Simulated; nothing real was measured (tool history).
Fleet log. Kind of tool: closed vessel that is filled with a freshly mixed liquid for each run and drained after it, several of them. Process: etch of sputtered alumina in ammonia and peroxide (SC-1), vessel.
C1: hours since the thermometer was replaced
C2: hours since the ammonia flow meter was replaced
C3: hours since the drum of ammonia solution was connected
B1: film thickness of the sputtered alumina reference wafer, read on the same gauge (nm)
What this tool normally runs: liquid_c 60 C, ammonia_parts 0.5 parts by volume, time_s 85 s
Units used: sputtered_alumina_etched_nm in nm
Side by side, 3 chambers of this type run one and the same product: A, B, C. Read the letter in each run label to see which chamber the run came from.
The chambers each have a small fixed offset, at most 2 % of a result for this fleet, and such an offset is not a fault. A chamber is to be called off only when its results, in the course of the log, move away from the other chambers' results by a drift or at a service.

{"run": "1A", "hour": 3.8, "liquid_c": 60, "ammonia_parts": 0.5, "time_s": 85, "C1": 1020.7, "C2": 402.2, "C3": 445.7, "B1": 39.996, "sputtered_alumina_etched_nm": 5.6393}
{"run": "2C", "hour": 6.9, "liquid_c": 60, "ammonia_parts": 0.5, "time_s": 85, "C1": 686.5, "C2": 264.4, "C3": 587.1, "B1": 39.98, "sputtered_alumina_etched_nm": 5.5533}
{"run": "3B", "hour": 11.2, "liquid_c": 60, "ammonia_parts": 0.5, "time_s": 85, "C1": 642.8, "C2": 151.6, "C3": 303.9, "B1": 39.978, "sputtered_alumina_etched_nm": 5.5488}
{"run": "4C", "hour": 15.6, "liquid_c": 60, "ammonia_parts": 0.5, "time_s": 85, "C1": 695.2, "C2": 273.1, "C3": 595.8, "B1": 39.998, "sputtered_alumina_etched_nm": 5.5683}
{"run": "5A", "hour": 19.2, "liquid_c": 60, "ammonia_parts": 0.5, "time_s": 85, "C1": 1036.1, "C2": 417.6, "C3": 461.1, "B1": 39.988, "sputtered_alumina_etched_nm": 5.6359}
{"run": "6B", "hour": 22.2, "liquid_c": 60, "ammonia_parts": 0.5, "time_s": 85, "C1": 653.8, "C2": 162.6, "C3": 314.9, "B1": 40.008, "sputtered_alumina_etched_nm": 5.5297}
{"hour": 23.6, "done": "chamber C: thermometer replaced"}
{"run": "7C", "hour": 25.1, "liquid_c": 60, "ammonia_parts": 0.5, "time_s": 85, "C1": 1.5, "C2": 282.6, "C3": 605.3, "B1": 39.99, "sputtered_alumina_etched_nm": 5.5546}
{"run": "8B", "hour": 29.3, "liquid_c": 60, "ammonia_parts": 0.5, "time_s": 85, "C1": 660.9, "C2": 169.7, "C3": 322, "B1": 40.017, "sputtered_alumina_etched_nm": 5.5144}
{"run": "9A", "hour": 32.4, "liquid_c": 60, "ammonia_parts": 0.5, "time_s": 105, "C1": 1049.3, "C2": 430.8, "C3": 474.3, "B1": 39.994, "sputtered_alumina_etched_nm": 6.9317}
{"run": "10B", "hour": 36.4, "liquid_c": 60, "ammonia_parts": 0.5, "time_s": 105, "C1": 668, "C2": 176.8, "C3": 329.1, "B1": 39.987, "sputtered_alumina_etched_nm": 6.7875}
{"run": "11C", "hour": 39.7, "liquid_c": 60, "ammonia_parts": 0.5, "time_s": 105, "C1": 16.1, "C2": 297.2, "C3": 619.9, "B1": 39.988, "sputtered_alumina_etched_nm": 6.792}
{"run": "12A", "hour": 42.6, "liquid_c": 60, "ammonia_parts": 0.5, "time_s": 85, "C1": 1059.5, "C2": 441, "C3": 484.5, "B1": 39.98, "sputtered_alumina_etched_nm": 5.6481}
{"run": "13A", "hour": 45.7, "liquid_c": 60, "ammonia_parts": 0.5, "time_s": 85, "C1": 1062.6, "C2": 444.1, "C3": 487.6, "B1": 39.99, "sputtered_alumina_etched_nm": 5.6341}
{"run": "14B", "hour": 49.5, "liquid_c": 60, "ammonia_parts": 0.5, "time_s": 85, "C1": 681.1, "C2": 189.9, "C3": 342.2, "B1": 40.028, "sputtered_alumina_etched_nm": 5.5091}
{"run": "15C", "hour": 53.7, "liquid_c": 60, "ammonia_parts": 0.5, "time_s": 85, "C1": 30.1, "C2": 311.2, "C3": 633.9, "B1": 39.999, "sputtered_alumina_etched_nm": 5.5598}
{"run": "16C", "hour": 57.7, "liquid_c": 60, "ammonia_parts": 0.5, "time_s": 85, "C1": 34.1, "C2": 315.2, "C3": 637.9, "B1": 39.994, "sputtered_alumina_etched_nm": 5.5349}
{"run": "17B", "hour": 62.5, "liquid_c": 60, "ammonia_parts": 0.5, "time_s": 85, "C1": 694.1, "C2": 202.9, "C3": 355.2, "B1": 40, "sputtered_alumina_etched_nm": 5.4194}
{"hour": 65.2, "done": "chamber B: new drum of ammonia solution connected"}
{"run": "18A", "hour": 65.8, "liquid_c": 60, "ammonia_parts": 0.5, "time_s": 85, "C1": 1082.7, "C2": 464.2, "C3": 507.7, "B1": 40.006, "sputtered_alumina_etched_nm": 5.658}
{"run": "19A", "hour": 70.5, "liquid_c": 60, "ammonia_parts": 0.5, "time_s": 85, "C1": 1087.4, "C2": 468.9, "C3": 512.4, "B1": 40.001, "sputtered_alumina_etched_nm": 5.6184}
{"run": "20B", "hour": 72.7, "liquid_c": 60, "ammonia_parts": 0.5, "time_s": 85, "C1": 704.3, "C2": 213.1, "C3": 7.6, "B1": 40.005, "sputtered_alumina_etched_nm": 5.3749}
{"run": "21C", "hour": 75.0, "liquid_c": 60, "ammonia_parts": 0.5, "time_s": 85, "C1": 51.4, "C2": 332.5, "C3": 655.2, "B1": 39.987, "sputtered_alumina_etched_nm": 5.5501}
{"run": "22B", "hour": 78.1, "liquid_c": 60, "ammonia_parts": 0.5, "time_s": 85, "C1": 709.7, "C2": 218.5, "C3": 13, "B1": 39.99, "sputtered_alumina_etched_nm": 5.3133}
{"run": "23C", "hour": 80.4, "liquid_c": 60, "ammonia_parts": 0.5, "time_s": 85, "C1": 56.8, "C2": 337.9, "C3": 660.6, "B1": 39.982, "sputtered_alumina_etched_nm": 5.5485}
{"run": "24A", "hour": 84.5, "liquid_c": 60, "ammonia_parts": 0.5, "time_s": 85, "C1": 1101.4, "C2": 482.9, "C3": 526.4, "B1": 40.016, "sputtered_alumina_etched_nm": 5.6807}
{"run": "25C", "hour": 87.7, "liquid_c": 60, "ammonia_parts": 0.5, "time_s": 85, "C1": 64.1, "C2": 345.2, "C3": 667.9, "B1": 39.996, "sputtered_alumina_etched_nm": 5.5678}
{"run": "26A", "hour": 90.1, "liquid_c": 65.5, "ammonia_parts": 0.3, "time_s": 85, "C1": 1107, "C2": 488.5, "C3": 532, "B1": 40.025, "sputtered_alumina_etched_nm": 7.0617}
{"run": "27B", "hour": 93.8, "liquid_c": 65.5, "ammonia_parts": 0.3, "time_s": 85, "C1": 725.4, "C2": 234.2, "C3": 28.7, "B1": 40.002, "sputtered_alumina_etched_nm": 6.7098}
{"run": "28C", "hour": 97.9, "liquid_c": 65.5, "ammonia_parts": 0.3, "time_s": 85, "C1": 74.3, "C2": 355.4, "C3": 678.1, "B1": 40.003, "sputtered_alumina_etched_nm": 7.0491}
{"run": "29A", "hour": 101.7, "liquid_c": 60, "ammonia_parts": 0.5, "time_s": 85, "C1": 1118.6, "C2": 500.1, "C3": 543.6, "B1": 40.008, "sputtered_alumina_etched_nm": 5.7354}
{"run": "30B", "hour": 105.7, "liquid_c": 60, "ammonia_parts": 0.5, "time_s": 85, "C1": 737.3, "C2": 246.1, "C3": 40.6, "B1": 39.982, "sputtered_alumina_etched_nm": 5.2772}
{"run": "31B", "hour": 109.8, "liquid_c": 60, "ammonia_parts": 0.5, "time_s": 85, "C1": 741.4, "C2": 250.2, "C3": 44.7, "B1": 40.011, "sputtered_alumina_etched_nm": 5.2322}
{"run": "32A", "hour": 114.3, "liquid_c": 60, "ammonia_parts": 0.5, "time_s": 105, "C1": 1131.2, "C2": 512.7, "C3": 556.2, "B1": 39.998, "sputtered_alumina_etched_nm": 7.0099}
{"run": "33C", "hour": 118.4, "liquid_c": 60, "ammonia_parts": 0.5, "time_s": 105, "C1": 94.8, "C2": 375.9, "C3": 698.6, "B1": 40.005, "sputtered_alumina_etched_nm": 6.8269}
{"run": "34C", "hour": 122.5, "liquid_c": 60, "ammonia_parts": 0.5, "time_s": 105, "C1": 98.9, "C2": 380, "C3": 702.7, "B1": 40.015, "sputtered_alumina_etched_nm": 6.8432}
{"run": "35B", "hour": 125.4, "liquid_c": 60, "ammonia_parts": 0.7, "time_s": 35, "C1": 757, "C2": 265.8, "C3": 60.3, "B1": 40.015, "sputtered_alumina_etched_nm": 2.195}
{"run": "36A", "hour": 130.3, "liquid_c": 60, "ammonia_parts": 0.7, "time_s": 35, "C1": 1147.2, "C2": 528.7, "C3": 572.2, "B1": 39.998, "sputtered_alumina_etched_nm": 2.4014}

Does one chamber stand apart from the rest, does the shared gauge drift, or is all well apart from small per-chamber offsets? Give the chamber and the most likely cause, where there is one.

Chamber B drifts away from the others.
Likeliest cause: liquid colder than its thermometer reads (K) = 1.34.

Which of the 4 candidates below, each the usual settings with something changed and its results left as question marks, puts chamber B back in line with what the other chambers give on the usual settings?
A result is in line if it is within this distance of the other chambers' mean on the usual settings: sputtered_alumina_etched_nm 0.1 nm
{"run": "37B-1", "hour": 133.9, "liquid_c": 58.5, "ammonia_parts": 0.5, "time_s": 85, "sputtered_alumina_etched_nm": "?"}
{"run": "37B-2", "hour": 133.9, "liquid_c": 61.5, "ammonia_parts": 0.5, "time_s": 85, "sputtered_alumina_etched_nm": "?"}
{"run": "37B-3", "hour": 133.9, "liquid_c": 60, "ammonia_parts": 0.35, "time_s": 85, "sputtered_alumina_etched_nm": "?"}
{"run": "37B-4", "hour": 133.9, "liquid_c": 60, "ammonia_parts": 0.7, "time_s": 85, "sputtered_alumina_etched_nm": "?"}

Other chambers, usual settings, mean: sputtered_alumina_etched_nm 5.596 nm
run=37B-1 sputtered_alumina_etched_nm=4.7726
run=37B-2 sputtered_alumina_etched_nm=5.5865
run=37B-3 sputtered_alumina_etched_nm=4.9953
run=37B-4 sputtered_alumina_etched_nm=5.3317
37B-2 brings the chamber back in line.
